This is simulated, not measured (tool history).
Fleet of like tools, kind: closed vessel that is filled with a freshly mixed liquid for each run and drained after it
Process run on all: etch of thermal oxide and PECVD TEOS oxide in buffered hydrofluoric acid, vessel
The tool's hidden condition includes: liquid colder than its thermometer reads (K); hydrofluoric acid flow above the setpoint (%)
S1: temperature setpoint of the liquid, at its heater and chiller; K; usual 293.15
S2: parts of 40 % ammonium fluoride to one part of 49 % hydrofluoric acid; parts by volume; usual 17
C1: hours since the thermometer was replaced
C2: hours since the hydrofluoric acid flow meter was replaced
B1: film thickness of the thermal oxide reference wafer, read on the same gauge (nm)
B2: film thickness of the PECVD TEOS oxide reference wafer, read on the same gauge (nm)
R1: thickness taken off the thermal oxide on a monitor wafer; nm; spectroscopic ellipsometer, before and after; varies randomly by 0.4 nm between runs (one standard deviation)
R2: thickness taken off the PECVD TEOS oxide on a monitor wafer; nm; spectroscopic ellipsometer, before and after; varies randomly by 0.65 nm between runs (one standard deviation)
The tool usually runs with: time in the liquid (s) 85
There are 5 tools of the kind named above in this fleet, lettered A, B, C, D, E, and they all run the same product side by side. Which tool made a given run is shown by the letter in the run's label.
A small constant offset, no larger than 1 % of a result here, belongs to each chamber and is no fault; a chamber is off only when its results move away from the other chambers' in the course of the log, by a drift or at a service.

run 1B day=0.379 | S1=293.15 S2=17 time_in_the_liquid_(s)=85 | C1=488.5 C2=777.2 | B1=89.991 B2=50.036 | R1=46.82 R2=101.5
run 2C day=0.683 | S1=293.15 S2=17 time_in_the_liquid_(s)=85 | C1=866.6 C2=493.2 | B1=90 B2=49.995 | R1=46.13 R2=102.76
run 3A day=1.079 | S1=293.15 S2=17 time_in_the_liquid_(s)=85 | C1=552.7 C2=218.8 | B1=90 B2=50.012 | R1=46.683 R2=103.48
run 4E day=1.396 | S1=293.15 S2=17 time_in_the_liquid_(s)=85 | C1=1107.5 C2=102.8 | B1=90.006 B2=49.958 | R1=47.89 R2=102.51
run 5D day=1.629 | S1=293.15 S2=17 time_in_the_liquid_(s)=85 | C1=721.7 C2=340.6 | B1=89.997 B2=49.98 | R1=45.481 R2=103.6
run 6B day=2.096 | S1=293.15 S2=17 time_in_the_liquid_(s)=85 | C1=529.7 C2=818.4 | B1=89.98 B2=49.967 | R1=46.609 R2=102.92
run 7A day=2.488 | S1=293.15 S2=17 time_in_the_liquid_(s)=105 | C1=586.5 C2=252.6 | B1=89.953 B2=49.981 | R1=58.247 R2=128.2
run 8C day=2.862 | S1=293.15 S2=17 time_in_the_liquid_(s)=105 | C1=918.9 C2=545.5 | B1=90.005 B2=49.976 | R1=57.083 R2=126.89
run 9E day=3.183 | S1=293.15 S2=17 time_in_the_liquid_(s)=105 | C1=1150.4 C2=145.7 | B1=89.999 B2=49.952 | R1=57.139 R2=127.06
run 10D day=3.6 | S1=293.15 S2=17 time_in_the_liquid_(s)=105 | C1=769 C2=387.9 | B1=89.984 B2=50.013 | R1=57.223 R2=128.2
run 11D day=3.946 | S1=293.15 S2=17 time_in_the_liquid_(s)=105 | C1=777.3 C2=396.2 | B1=89.947 B2=50.013 | R1=57.9 R2=127.57
run 12E day=4.379 | S1=293.15 S2=17 time_in_the_liquid_(s)=85 | C1=1179.1 C2=174.4 | B1=90.014 B2=49.997 | R1=45.866 R2=102.93
run 13C day=4.729 | S1=293.15 S2=17 time_in_the_liquid_(s)=85 | C1=963.7 C2=590.3 | B1=90.021 B2=49.993 | R1=47.097 R2=101.8
run 14A day=4.938 | S1=293.15 S2=17 time_in_the_liquid_(s)=85 | C1=645.3 C2=311.4 | B1=90.021 B2=50 | R1=46.711 R2=103.44
run 15B day=5.362 | S1=293.15 S2=17 time_in_the_liquid_(s)=85 | C1=608.1 C2=896.8 | B1=90.026 B2=50.016 | R1=46.63 R2=102.69
run 16D day=5.692 | S1=293.15 S2=17 time_in_the_liquid_(s)=85 | C1=819.2 C2=438.1 | B1=89.986 B2=49.973 | R1=46.96 R2=104.03
run 17C day=6.121 | S1=293.15 S2=17 time_in_the_liquid_(s)=85 | C1=997.1 C2=623.7 | B1=90.001 B2=50.012 | R1=46.339 R2=103.47
run 18B day=6.562 | S1=293.15 S2=17 time_in_the_liquid_(s)=85 | C1=636.9 C2=925.6 | B1=89.987 B2=49.979 | R1=46.544 R2=103.05
run 19A day=6.825 | S1=293.15 S2=10.5 time_in_the_liquid_(s)=85 | C1=690.6 C2=356.7 | B1=90.021 B2=49.992 | R1=75.453 R2=166.44
run 20E day=7.171 | S1=293.15 S2=10.5 time_in_the_liquid_(s)=85 | C1=1246.1 C2=241.4 | B1=90 B2=50.032 | R1=75.436 R2=163.7
run 21B day=7.5 | S1=293.15 S2=10.5 time_in_the_liquid_(s)=85 | C1=659.4 C2=948.1 | B1=90.007 B2=50.007 | R1=75.996 R2=165.54
run 22D day=7.954 | S1=293.15 S2=10.5 time_in_the_liquid_(s)=85 | C1=873.5 C2=492.4 | B1=90.006 B2=49.988 | R1=75.235 R2=167.49
run 23A day=8.304 | S1=293.15 S2=10.5 time_in_the_liquid_(s)=85 | C1=726.1 C2=392.2 | B1=89.989 B2=50.012 | R1=74.33 R2=166.49
run 24E day=8.771 | S1=293.15 S2=17 time_in_the_liquid_(s)=85 | C1=1284.5 C2=279.8 | B1=89.999 B2=50.03 | R1=47.187 R2=101.62
run 25C day=9.021 | S1=293.15 S2=17 time_in_the_liquid_(s)=85 | C1=1066.7 C2=693.3 | B1=89.952 B2=50.011 | R1=46.518 R2=102.84
-- day=9.358 chamber E: thermometer replaced
run 26D day=9.408 | S1=293.15 S2=17 time_in_the_liquid_(s)=85 | C1=908.4 C2=527.3 | B1=89.97 B2=49.989 | R1=46.675 R2=104.11
run 27C day=9.808 | S1=293.15 S2=17 time_in_the_liquid_(s)=85 | C1=1085.6 C2=712.2 | B1=90.01 B2=50.009 | R1=46.3 R2=102.54
run 28B day=10.071 | S1=296.15 S2=13 time_in_the_liquid_(s)=85 | C1=721.1 C2=1009.8 | B1=90.013 B2=49.992 | R1=71.831 R2=160.1
run 29A day=10.542 | S1=296.15 S2=13 time_in_the_liquid_(s)=85 | C1=779.8 C2=445.9 | B1=89.962 B2=50.002 | R1=70.799 R2=159.37
run 30E day=10.875 | S1=296.15 S2=13 time_in_the_liquid_(s)=85 | C1=36.5 C2=330.3 | B1=90.052 B2=50.02 | R1=71.763 R2=156.89
-- day=10.904 chamber D: thermometer replaced
run 31A day=11.154 | S1=296.15 S2=13 time_in_the_liquid_(s)=85 | C1=794.5 C2=460.6 | B1=89.99 B2=49.971 | R1=72.451 R2=158.27
-- day=11.488 chamber B: thermometer replaced
run 32E day=11.496 | S1=296.15 S2=13 time_in_the_liquid_(s)=85 | C1=51.4 C2=345.2 | B1=90.035 B2=49.992 | R1=73.487 R2=158.3
run 33B day=11.767 | S1=293.15 S2=17 time_in_the_liquid_(s)=85 | C1=6.8 C2=1050.5 | B1=89.952 B2=50.048 | R1=46.7 R2=103.57
run 34D day=12.217 | S1=293.15 S2=17 time_in_the_liquid_(s)=85 | C1=31.5 C2=594.7 | B1=90.016 B2=49.995 | R1=46.941 R2=103.75
run 35C day=12.562 | S1=293.15 S2=17 time_in_the_liquid_(s)=85 | C1=1151.7 C2=778.3 | B1=89.992 B2=49.987 | R1=45.992 R2=101.67
run 36A day=12.904 | S1=297.15 S2=17 time_in_the_liquid_(s)=65 | C1=836.5 C2=502.6 | B1=90.023 B2=49.964 | R1=45.379 R2=99.793
run 37B day=13.167 | S1=297.15 S2=17 time_in_the_liquid_(s)=65 | C1=40.4 C2=1084.1 | B1=90.021 B2=49.987 | R1=45.06 R2=97.537
run 38D day=13.496 | S1=297.15 S2=17 time_in_the_liquid_(s)=65 | C1=62.2 C2=625.4 | B1=90.024 B2=49.995 | R1=43.832 R2=99.58
run 39E day=13.825 | S1=297.15 S2=17 time_in_the_liquid_(s)=65 | C1=107.3 C2=401.1 | B1=89.952 B2=50 | R1=44.528 R2=97.559
run 40C day=14.1 | S1=297.15 S2=17 time_in_the_liquid_(s)=65 | C1=1188.6 C2=815.2 | B1=90.012 B2=50.001 | R1=44.555 R2=97.663
run 41A day=14.438 | S1=293.15 S2=23 time_in_the_liquid_(s)=85 | C1=873.3 C2=539.4 | B1=90.017 B2=49.983 | R1=36.388 R2=79.619

Is one chamber out of step, is the gauge drifting, or do the chambers differ by no more than their own small offsets? For an off chamber, give its letter and the likeliest cause.

No chamber is off and the gauge is stable; the differences are just each chamber's small, constant offset.
